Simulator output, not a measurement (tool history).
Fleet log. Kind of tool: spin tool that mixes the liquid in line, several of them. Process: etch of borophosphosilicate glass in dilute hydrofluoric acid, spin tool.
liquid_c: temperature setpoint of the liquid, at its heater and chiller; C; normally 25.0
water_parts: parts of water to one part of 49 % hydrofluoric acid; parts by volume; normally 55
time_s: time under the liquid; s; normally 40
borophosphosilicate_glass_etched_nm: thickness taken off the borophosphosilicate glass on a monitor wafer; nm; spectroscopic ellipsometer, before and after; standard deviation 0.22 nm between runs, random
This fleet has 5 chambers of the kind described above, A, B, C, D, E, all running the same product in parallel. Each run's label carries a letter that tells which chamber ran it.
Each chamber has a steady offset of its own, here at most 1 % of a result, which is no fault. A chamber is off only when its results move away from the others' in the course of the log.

run,day,liquid_c,water_parts,time_s,"read-back film thickness of the borophosphosilicate glass reference wafer, read on the same gauge (nm)",borophosphosilicate_glass_etched_nm
1B,0.392,25.0,55,40,109.99,43.420
2D,0.850,25.0,55,40,110.01,43.995
3C,1.354,25.0,55,40,110.00,44.002
4E,1.783,25.0,55,40,110.00,43.998
5A,2.175,25.0,55,40,110.01,43.515
# day 2.392: chamber D: thermometer replaced
6B,2.575,21.0,55,40,110.00,37.063
7D,3.096,21.0,55,40,110.01,36.752
8C,3.412,21.0,55,40,110.01,36.797
9A,3.962,21.0,55,40,110.00,37.162
10E,4.217,21.0,55,40,110.00,37.219
11D,4.725,25.0,55,40,110.02,43.950
12C,4.979,25.0,55,40,109.99,44.073
13B,5.421,25.0,55,40,109.97,44.020
14A,5.983,25.0,55,40,110.00,43.077
15E,6.458,25.0,55,40,110.00,43.625
16D,6.742,25.0,55,40,109.99,43.989
# day 7.188: chamber C: thermometer replaced
17A,7.288,25.0,55,40,109.99,43.760
# day 7.517: chamber A: thermometer replaced
18C,7.704,25.0,55,40,110.03,44.342
19B,8.250,25.0,55,40,109.98,43.883
20E,8.500,25.0,55,40,109.97,43.747
21C,9.046,20.5,40,40,110.05,50.547
22A,9.317,20.5,40,40,109.99,50.456
23E,9.812,20.5,40,40,109.97,50.468
24D,10.146,20.5,40,40,110.02,50.815
25B,10.688,20.5,40,40,110.00,50.898
26D,10.996,25.0,55,40,110.00,43.729
27B,11.242,25.0,55,40,110.01,43.870
28E,11.600,25.0,55,40,109.97,43.009
29C,11.896,25.0,55,40,110.02,43.907
30A,12.375,25.0,55,40,110.01,43.410
31E,12.717,25.0,45,50,110.02,67.263
32C,13.179,25.0,45,50,110.03,67.993
33B,13.729,25.0,45,50,109.98,68.272
34A,14.179,25.0,45,50,109.98,67.540
35D,14.671,25.0,45,50,109.99,67.619
36C,15.029,25.0,55,40,109.97,43.697
37B,15.325,22.0,55,20,110.05,19.187
38D,15.654,22.0,55,20,109.98,19.379
39A,15.950,22.0,55,20,110.00,19.228

Which is it: a chamber that has drifted or been left off by a service, a gauge drift common to all chambers, or only each chamber's usual small offset? If a chamber is off, name it and its likeliest cause.

It is chamber E that slowly wanders off from its peers.
Cause: liquid colder than its thermometer reads (K) = 0.769.
With only this log, it may be confused with: hydrofluoric acid flow below the setpoint (%).

Chamber E could run next with any of the 4 candidate recipes listed below; each alters the usual settings, and their results appear as question marks. Which one brings its results back in line with what the other chambers deliver on the usual settings?
A result is in line if it is within this distance of the other chambers' mean on the usual settings: borophosphosilicate_glass_etched_nm 0.760 nm
40E-1,16.354,25.5,55,40,,?
40E-2,16.354,23.5,55,40,,?
40E-3,16.354,24.5,55,40,,?
40E-4,16.354,26.5,55,40,,?

Other chambers, usual settings, mean: borophosphosilicate_glass_etched_nm 43.828 nm
run,borophosphosilicate_glass_etched_nm
40E-1,43.666
40E-2,40.222
40E-3,41.915
40E-4,45.474
It is 40E-1 that realigns the chamber with its peers.
